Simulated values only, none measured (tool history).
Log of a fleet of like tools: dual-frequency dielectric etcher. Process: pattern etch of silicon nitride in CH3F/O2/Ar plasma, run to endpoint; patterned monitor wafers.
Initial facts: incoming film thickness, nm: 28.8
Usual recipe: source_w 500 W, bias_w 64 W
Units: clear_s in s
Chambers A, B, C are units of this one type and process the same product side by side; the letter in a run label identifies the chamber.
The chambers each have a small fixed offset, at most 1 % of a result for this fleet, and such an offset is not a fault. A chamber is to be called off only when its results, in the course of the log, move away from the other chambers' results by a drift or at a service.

run	day	source_w	bias_w	clear_s
1B	0.308	500	64	39.537
2A	0.783	500	64	39.380
3C	1.004	500	64	39.723
4A	1.308	500	64	39.247
5B	1.688	500	49	43.113
6C	2.054	500	49	43.447
7C	2.429	500	49	43.255
8A	2.808	500	64	39.395
9B	3.154	500	64	39.617
10C	3.596	500	64	39.965
11A	3.892	500	64	39.603
12B	4.104	500	64	39.807
13B	4.533	500	64	39.747
14A	4.812	550	69	37.154
15C	5.104	550	69	37.853
16B	5.404	550	69	37.316
17C	5.854	500	64	40.102
18A	6.179	440	52	44.620
19A	6.583	440	52	44.434
20B	6.938	440	52	44.873
21C	7.362	500	64	40.301
22C	7.679	500	64	40.503
23A	7.954	500	64	39.391
24B	8.296	500	64	39.843
25C	8.621	500	80	37.736
26A	8.971	500	80	36.757
27B	9.258	500	80	37.098
28A	9.692	440	56	43.381
# day 9.904: chamber A: wet clean of the chamber
29B	9.983	440	56	43.668
30C	10.433	440	56	44.795
31C	10.771	500	64	41.224
32A	11.108	500	64	39.480
33B	11.383	500	64	39.917
34C	11.675	500	51	44.309
35A	12.046	500	51	42.615

The same settings go to every chamber for the next run, one line per chamber below. Forecast the results for each:
36A	12.388	500	64	?
36B	12.388	500	64	?
36C	12.388	500	64	?

run	clear_s
36A	39.470
36B	39.699
36C	41.394
